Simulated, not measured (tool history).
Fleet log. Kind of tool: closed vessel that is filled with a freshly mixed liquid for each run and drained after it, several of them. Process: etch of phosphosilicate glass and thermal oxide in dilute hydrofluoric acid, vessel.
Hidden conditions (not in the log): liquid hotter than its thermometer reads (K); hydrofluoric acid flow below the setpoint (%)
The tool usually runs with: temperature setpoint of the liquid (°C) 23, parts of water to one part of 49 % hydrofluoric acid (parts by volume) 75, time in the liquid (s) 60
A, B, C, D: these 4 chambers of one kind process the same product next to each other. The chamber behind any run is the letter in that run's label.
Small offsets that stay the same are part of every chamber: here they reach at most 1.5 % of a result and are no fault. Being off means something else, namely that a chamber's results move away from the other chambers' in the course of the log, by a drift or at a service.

| run | hour | temperature setpoint of the liquid (°C) | parts of water to one part of 49 % hydrofluoric acid (parts by volume) | time in the liquid (s) | hours since the thermometer was replaced | hours since the hydrofluoric acid flow meter was replaced | read-back film thickness of the phosphosilicate glass reference wafer, read on the same gauge (nm) | read-back film thickness of the thermal oxide reference wafer, read on the same gauge (nm) | thickness taken off the phosphosilicate glass on a monitor wafer (nm) | thickness taken off the thermal oxide on a monitor wafer (nm) |
|---|---|---|---|---|---|---|---|---|---|---|
| 1B | 6.5 | 23 | 75 | 60 | 486.6 | 541.9 | 139.96 | 90.018 | 90.515 | 3.7413 |
| 2C | 9.5 | 23 | 75 | 60 | 1029.5 | 1149.8 | 140.03 | 89.98 | 89.527 | 3.7999 |
| 3D | 15.7 | 23 | 75 | 60 | 1689.7 | 829.3 | 140 | 89.982 | 90.57 | 3.7514 |
| 4A | 18.8 | 23 | 75 | 60 | 701.2 | 101.8 | 139.96 | 90.024 | 90.641 | 3.7382 |
| 5A | 22.9 | 26 | 75 | 90 | 705.3 | 105.9 | 140.06 | 90.017 | 153.65 | 6.3971 |
| 6B | 27 | 26 | 75 | 90 | 507.1 | 562.4 | 139.98 | 90.018 | 152.66 | 6.305 |
| 7D | 31.2 | 26 | 75 | 90 | 1705.2 | 844.8 | 140.02 | 89.997 | 152.68 | 6.356 |
| 8C | 35.3 | 26 | 75 | 90 | 1055.3 | 1175.6 | 139.98 | 89.995 | 152.67 | 6.4274 |
| 9A | 40.2 | 23 | 40 | 60 | 722.6 | 123.2 | 140 | 90.013 | 175.66 | 7.329 |
| 10B | 46.1 | 23 | 40 | 60 | 526.2 | 581.5 | 140.02 | 89.958 | 173.49 | 7.2432 |
| 11C | 52.2 | 23 | 40 | 60 | 1072.2 | 1192.5 | 139.97 | 89.976 | 173.69 | 7.3537 |
| 12D | 58.2 | 23 | 40 | 60 | 1732.2 | 871.8 | 140 | 89.994 | 179.51 | 7.5531 |
| 13A | 63.8 | 23 | 75 | 60 | 746.2 | 146.8 | 139.98 | 89.994 | 91.113 | 3.7608 |
| 14B | 66.9 | 23 | 75 | 60 | 547 | 602.3 | 140.03 | 90.016 | 90.145 | 3.7243 |
| 15D | 72.3 | 23 | 75 | 60 | 1746.3 | 885.9 | 139.98 | 89.99 | 89.884 | 3.7826 |
| 16C | 75.8 | 23 | 75 | 60 | 1095.8 | 1216.1 | 139.95 | 89.98 | 89.323 | 3.7867 |
| 17A | 80.1 | 23 | 75 | 60 | 762.5 | 163.1 | 140.04 | 89.993 | 90.808 | 3.753 |
| 18D | 85.1 | 23 | 75 | 60 | 1759.1 | 898.7 | 139.99 | 89.992 | 89.167 | 3.7334 |
| 19C | 90.5 | 21.5 | 75 | 80 | 1110.5 | 1230.8 | 140.07 | 90.008 | 112.1 | 4.7135 |
| 20B | 93.7 | 21.5 | 75 | 80 | 573.8 | 629.1 | 140.05 | 90.005 | 112.37 | 4.667 |
| 21D | 98.7 | 21.5 | 75 | 80 | 1772.7 | 912.3 | 140.03 | 90.027 | 112.6 | 4.7037 |
| 22A | 101.8 | 21.5 | 75 | 80 | 784.2 | 184.8 | 140.02 | 90.011 | 113.52 | 4.709 |
| 23B | 107.3 | 23 | 75 | 60 | 587.4 | 642.7 | 140.04 | 89.992 | 90.01 | 3.7444 |
| 24C | 111.5 | 23 | 75 | 60 | 1131.5 | 1251.8 | 139.99 | 89.998 | 89.719 | 3.7616 |
| 25C | 115.8 | 23 | 75 | 60 | 1135.8 | 1256.1 | 139.99 | 90.013 | 89.211 | 3.8019 |
| 26A | 122 | 23 | 75 | 60 | 804.4 | 205 | 140.01 | 89.995 | 90.1 | 3.7833 |
| 27D | 125.8 | 23 | 75 | 60 | 1799.8 | 939.4 | 139.98 | 90.028 | 89.691 | 3.7718 |
| 28B | 129.8 | 23 | 75 | 60 | 609.9 | 665.2 | 139.98 | 90.003 | 89.614 | 3.7381 |
| 29A | 135 | 23 | 75 | 60 | 817.4 | 218 | 139.96 | 89.994 | 90.333 | 3.8041 |
| 30C | 138.6 | 23 | 75 | 60 | 1158.6 | 1278.9 | 139.98 | 89.972 | 89.832 | 3.794 |
|  | 144.6 | chamber D: thermometer replaced |
| 31D | 145 | 23 | 75 | 60 | 0.5 | 958.6 | 140 | 89.986 | 89.808 | 3.7683 |
| 32B | 149.1 | 23 | 75 | 60 | 629.2 | 684.5 | 139.97 | 89.983 | 89.641 | 3.7389 |
| 33A | 155.2 | 23 | 75 | 60 | 837.6 | 238.2 | 139.98 | 90.001 | 90.971 | 3.7166 |
| 34D | 161.5 | 23 | 75 | 60 | 17 | 975.1 | 139.99 | 90 | 89.732 | 3.7722 |
| 35C | 167.9 | 23 | 75 | 60 | 1187.9 | 1308.2 | 140.01 | 89.993 | 89.203 | 3.7678 |
| 36B | 173.7 | 23 | 75 | 60 | 653.8 | 709.1 | 140 | 89.994 | 90.73 | 3.7452 |
| 37B | 177.6 | 23 | 75 | 60 | 657.7 | 713 | 140.02 | 89.992 | 89.439 | 3.7142 |
| 38A | 182.9 | 23 | 75 | 60 | 865.3 | 265.9 | 140.01 | 90.004 | 90.218 | 3.7382 |
| 39D | 186.3 | 23 | 75 | 60 | 41.8 | 999.9 | 139.96 | 90.01 | 89.833 | 3.7607 |
| 40C | 190 | 21 | 75 | 85 | 1210 | 1330.3 | 140.04 | 90.004 | 116.77 | 4.9883 |
| 41A | 195.3 | 21 | 75 | 85 | 877.7 | 278.3 | 140.03 | 90.021 | 117.72 | 4.8977 |
| 42D | 200.4 | 21 | 75 | 85 | 55.9 | 1014 | 139.95 | 90.002 | 116.52 | 4.9224 |

Read the log: is a single chamber off, either drifting away or since a service, is the gauge that measures every chamber drifting, or is nothing wrong beyond small per-chamber offsets? Name any odd chamber and what most likely caused it.

No chamber is off and the gauge is stable; the differences are just each chamber's small, constant offset.
